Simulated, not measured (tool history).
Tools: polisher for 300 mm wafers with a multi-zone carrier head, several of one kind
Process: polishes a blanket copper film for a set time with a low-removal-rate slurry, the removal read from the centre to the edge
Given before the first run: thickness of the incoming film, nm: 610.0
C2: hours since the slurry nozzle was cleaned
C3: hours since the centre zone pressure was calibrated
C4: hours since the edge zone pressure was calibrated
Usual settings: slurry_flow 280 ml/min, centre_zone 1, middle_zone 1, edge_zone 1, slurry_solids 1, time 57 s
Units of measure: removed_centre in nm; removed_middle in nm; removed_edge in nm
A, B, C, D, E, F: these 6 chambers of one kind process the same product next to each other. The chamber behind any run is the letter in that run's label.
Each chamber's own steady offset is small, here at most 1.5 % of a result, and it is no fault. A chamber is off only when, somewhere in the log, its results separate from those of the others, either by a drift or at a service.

Run 1D, hour 5.2: usual settings; wafers polished on this pad 951; C2 189.2; C3 1512; C4 554.6. Result: removed_centre 170.7 nm, removed_middle 170.11 nm, removed_edge 170.9 nm.
Run 2F, hour 12.8: usual settings; wafers polished on this pad 203; C2 124.5; C3 215.4; C4 56.5. Result: removed_centre 169.5 nm, removed_middle 172.4 nm, removed_edge 167.93 nm.
Run 3E, hour 20: usual settings; wafers polished on this pad 1479; C2 134.9; C3 785.8; C4 1145.4. Result: removed_centre 169.91 nm, removed_middle 172.55 nm, removed_edge 166.24 nm.
Run 4A, hour 24.8: usual settings; wafers polished on this pad 438; C2 373; C3 741.8; C4 838.9. Result: removed_centre 172.87 nm, removed_middle 169.41 nm, removed_edge 167.15 nm.
Run 5C, hour 31: usual settings; wafers polished on this pad 493; C2 78.8; C3 1260.5; C4 282.7. Result: removed_centre 171.95 nm, removed_middle 172.57 nm, removed_edge 169.42 nm.
At hour 32.3: chamber E: worn pad replaced by a new one.
Run 6B, hour 38.4: usual settings; wafers polished on this pad 493; C2 447.1; C3 883.5; C4 67. Result: removed_centre 171.3 nm, removed_middle 168.06 nm, removed_edge 168.96 nm.
Run 7B, hour 44: usual settings but centre_zone 0.92; wafers polished on this pad 558; C2 452.7; C3 889.1; C4 72.6. Result: removed_centre 156.16 nm, removed_middle 168.76 nm, removed_edge 169.5 nm.
At hour 46.8: chamber D: centre zone pressure recalibrated.
Run 8F, hour 49.3: usual settings but centre_zone 0.92; wafers polished on this pad 623; C2 161; C3 251.9; C4 93. Result: removed_centre 153.77 nm, removed_middle 172.85 nm, removed_edge 172.95 nm.
At hour 52.2: chamber D: worn pad replaced by a new one.
Run 9A, hour 55.8: usual settings but centre_zone 0.92; wafers polished on this pad 795; C2 404; C3 772.8; C4 869.9. Result: removed_centre 154.57 nm, removed_middle 174.18 nm, removed_edge 171.27 nm.
Run 10E, hour 60.3: usual settings but centre_zone 0.92; wafers polished on this pad 323; C2 175.2; C3 826.1; C4 1185.7. Result: removed_centre 158.96 nm, removed_middle 169.47 nm, removed_edge 170.52 nm.
At hour 63.5: chamber C: worn pad replaced by a new one.
At hour 63.8: chamber B: centre zone pressure recalibrated.
Run 11C, hour 67.1: usual settings but centre_zone 0.92; wafers polished on this pad 41; C2 114.9; C3 1296.6; C4 318.8. Result: removed_centre 156.62 nm, removed_middle 167.1 nm, removed_edge 170.11 nm.
Run 12D, hour 73.8: usual settings but centre_zone 0.92; wafers polished on this pad 249; C2 257.8; C3 27; C4 623.2. Result: removed_centre 153.83 nm, removed_middle 167.93 nm, removed_edge 171.13 nm.
At hour 76.9: chamber F: worn pad replaced by a new one.
At hour 78.1: chamber A: worn pad replaced by a new one.
At hour 78.7: chamber B: worn pad replaced by a new one.
Run 13B, hour 80.6: usual settings; wafers polished on this pad 22; C2 489.3; C3 16.8; C4 109.2. Result: removed_centre 170.94 nm, removed_middle 172.13 nm, removed_edge 169.62 nm.
Run 14D, hour 87.8: usual settings; wafers polished on this pad 411; C2 271.8; C3 41; C4 637.2. Result: removed_centre 169.05 nm, removed_middle 168.84 nm, removed_edge 170.3 nm.
Run 15E, hour 93.1: usual settings; wafers polished on this pad 701; C2 208; C3 858.9; C4 1218.5. Result: removed_centre 171.59 nm, removed_middle 170.59 nm, removed_edge 169.23 nm.
At hour 98.4: chamber E: centre zone pressure recalibrated.
At hour 101.5: chamber B: slurry nozzle cleaned.
Run 16C, hour 101.5: usual settings; wafers polished on this pad 437; C2 149.3; C3 1331; C4 353.2. Result: removed_centre 170.93 nm, removed_middle 171.49 nm, removed_edge 164.97 nm.
Run 17A, hour 108.6: usual settings; wafers polished on this pad 351; C2 456.8; C3 825.6; C4 922.7. Result: removed_centre 171.75 nm, removed_middle 171.54 nm, removed_edge 169.53 nm.
Run 18F, hour 112.3: usual settings; wafers polished on this pad 409; C2 224; C3 314.9; C4 156. Result: removed_centre 168.98 nm, removed_middle 170.04 nm, removed_edge 166.2 nm.
At hour 116.2: chamber E: slurry nozzle cleaned.
Run 19E, hour 116.6: usual settings; wafers polished on this pad 972; C2 0.5; C3 18.2; C4 1242. Result: removed_centre 172.27 nm, removed_middle 170.18 nm, removed_edge 170.44 nm.
At hour 120.3: chamber A: edge zone pressure recalibrated.
Run 20A, hour 123.8: usual settings but slurry_flow 370 ml/min, time 69 s; wafers polished on this pad 526; C2 472; C3 840.8; C4 3.5. Result: removed_centre 213.54 nm, removed_middle 214.59 nm, removed_edge 207.35 nm.
At hour 126.1: chamber C: worn pad replaced by a new one.
Run 21F, hour 131.7: usual settings but slurry_flow 370 ml/min, time 69 s; wafers polished on this pad 632; C2 243.4; C3 334.3; C4 175.4. Result: removed_centre 207.21 nm, removed_middle 211.14 nm, removed_edge 208.4 nm.
At hour 136.2: chamber A: centre zone pressure recalibrated.
Run 22C, hour 137.4: usual settings but slurry_flow 370 ml/min, time 69 s; wafers polished on this pad 130; C2 185.2; C3 1366.9; C4 389.1. Result: removed_centre 214.26 nm, removed_middle 209.01 nm, removed_edge 212.46 nm.
At hour 138.9: chamber F: slurry nozzle cleaned.
At hour 143: chamber E: worn pad replaced by a new one.
Run 23D, hour 144.1: usual settings but slurry_flow 370 ml/min, time 69 s; wafers polished on this pad 1060; C2 328.1; C3 97.3; C4 693.5. Result: removed_centre 215.9 nm, removed_middle 210.54 nm, removed_edge 210.05 nm.
Run 24B, hour 148.5: usual settings but slurry_flow 370 ml/min, time 69 s; wafers polished on this pad 804; C2 47; C3 84.7; C4 177.1. Result: removed_centre 212.16 nm, removed_middle 203.7 nm, removed_edge 209.15 nm.
At hour 154.5: chamber F: worn pad replaced by a new one.
Run 25C, hour 154.6: usual settings but slurry_flow 370 ml/min, time 69 s; wafers polished on this pad 328; C2 202.4; C3 1384.1; C4 406.3. Result: removed_centre 209.29 nm, removed_middle 212.15 nm, removed_edge 209.3 nm.
At hour 156.3: chamber B: worn pad replaced by a new one.
Run 26F, hour 158.7: usual settings; wafers polished on this pad 48; C2 19.9; C3 361.3; C4 202.4. Result: removed_centre 169.32 nm, removed_middle 175.01 nm, removed_edge 169.54 nm.
Run 27A, hour 162.6: usual settings; wafers polished on this pad 973; C2 510.8; C3 26.5; C4 42.3. Result: removed_centre 170.31 nm, removed_middle 163.67 nm, removed_edge 168.53 nm.
Run 28E, hour 166.9: usual settings but centre_zone 0.9; wafers polished on this pad 276; C2 50.8; C3 68.5; C4 1292.3. Result: removed_centre 152.63 nm, removed_middle 171.43 nm, removed_edge 176.67 nm.
At hour 167.3: chamber A: worn pad replaced by a new one.
At hour 173.6: chamber E: edge zone pressure recalibrated.
Run 29D, hour 174.1: usual settings but centre_zone 0.9; wafers polished on this pad 1405; C2 358.1; C3 127.3; C4 723.5. Result: removed_centre 150.66 nm, removed_middle 170.59 nm, removed_edge 167 nm.
Run 30B, hour 178: usual settings but centre_zone 0.9; wafers polished on this pad 251; C2 76.5; C3 114.2; C4 206.6. Result: removed_centre 150.48 nm, removed_middle 166.72 nm, removed_edge 166.43 nm.
Run 31E, hour 181.9: usual settings but centre_zone 0.9; wafers polished on this pad 449; C2 65.8; C3 83.5; C4 8.4. Result: removed_centre 152.35 nm, removed_middle 169.41 nm, removed_edge 172.05 nm.
At hour 183.7: chamber C: centre zone pressure recalibrated.
Run 32F, hour 186.7: usual settings but centre_zone 0.9; wafers polished on this pad 371; C2 47.9; C3 389.3; C4 230.4. Result: removed_centre 150.49 nm, removed_middle 171.09 nm, removed_edge 167.52 nm.
At hour 192.6: chamber D: worn pad replaced by a new one.
Run 33A, hour 194.7: usual settings but centre_zone 0.9; wafers polished on this pad 315; C2 542.9; C3 58.6; C4 74.4. Result: removed_centre 154.22 nm, removed_middle 173.76 nm, removed_edge 170.87 nm.
At hour 197.4: chamber C: worn pad replaced by a new one.
Run 34D, hour 198.4: usual settings; wafers polished on this pad 67; C2 382.4; C3 151.6; C4 747.8. Result: removed_centre 170.32 nm, removed_middle 168.17 nm, removed_edge 172.6 nm.
Run 35C, hour 205: usual settings; wafers polished on this pad 88; C2 252.8; C3 21.4; C4 456.7. Result: removed_centre 169.57 nm, removed_middle 171.67 nm, removed_edge 172.1 nm.
Run 36B, hour 213: usual settings but slurry_flow 340 ml/min, edge_zone 1.08; wafers polished on this pad 654; C2 111.5; C3 149.2; C4 241.6. Result: removed_centre 175.92 nm, removed_middle 171.66 nm, removed_edge 175.16 nm.
Run 37F, hour 219.1: usual settings but slurry_flow 340 ml/min, edge_zone 1.08; wafers polished on this pad 744; C2 80.3; C3 421.7; C4 262.8. Result: removed_centre 172.9 nm, removed_middle 172.86 nm, removed_edge 179.22 nm.
Run 38E, hour 226.2: usual settings but slurry_flow 340 ml/min, edge_zone 1.08; wafers polished on this pad 959; C2 110.1; C3 127.8; C4 52.7. Result: removed_centre 174.92 nm, removed_middle 171.43 nm, removed_edge 181.24 nm.
At hour 227.9: chamber B: worn pad replaced by a new one.
Run 39C, hour 232.8: usual settings but slurry_flow 340 ml/min, edge_zone 1.08; wafers polished on this pad 408; C2 280.6; C3 49.2; C4 484.5. Result: removed_centre 171.65 nm, removed_middle 174.36 nm, removed_edge 179.59 nm.
Run 40A, hour 238.4: usual settings but slurry_flow 340 ml/min, edge_zone 1.08; wafers polished on this pad 819; C2 586.6; C3 102.3; C4 118.1. Result: removed_centre 175.17 nm, removed_middle 169 nm, removed_edge 178.61 nm.
At hour 239: chamber D: edge zone pressure recalibrated.
Run 41D, hour 242.4: usual settings but slurry_flow 340 ml/min, edge_zone 1.08; wafers polished on this pad 574; C2 426.4; C3 195.6; C4 3.5. Result: removed_centre 172.82 nm, removed_middle 170.74 nm, removed_edge 177.24 nm.
Run 42B, hour 248.3: usual settings; wafers polished on this pad 236; C2 146.8; C3 184.5; C4 276.9. Result: removed_centre 172.68 nm, removed_middle 169.07 nm, removed_edge 169.11 nm.

All chambers now run identical settings, listed one chamber a line with results as question marks. What results will each chamber show?
Run 43A, hour 254.3: usual settings but edge_zone 1.08. Result: removed_centre ?, removed_middle ?, removed_edge ?.
Run 43B, hour 254.3: usual settings but edge_zone 1.08. Result: removed_centre ?, removed_middle ?, removed_edge ?.
Run 43C, hour 254.3: usual settings but edge_zone 1.08. Result: removed_centre ?, removed_middle ?, removed_edge ?.
Run 43D, hour 254.3: usual settings but edge_zone 1.08. Result: removed_centre ?, removed_middle ?, removed_edge ?.
Run 43E, hour 254.3: usual settings but edge_zone 1.08. Result: removed_centre ?, removed_middle ?, removed_edge ?.
Run 43F, hour 254.3: usual settings but edge_zone 1.08. Result: removed_centre ?, removed_middle ?, removed_edge ?.

run  removed_centre  removed_middle  removed_edge
43A          170.85          168.81        175.47
43B          169.21           171.5         175.3
43C          168.76          166.85        177.96
43D          167.56          165.94        175.89
43E          170.93          172.73        173.81
43F          169.26          173.76        175.47
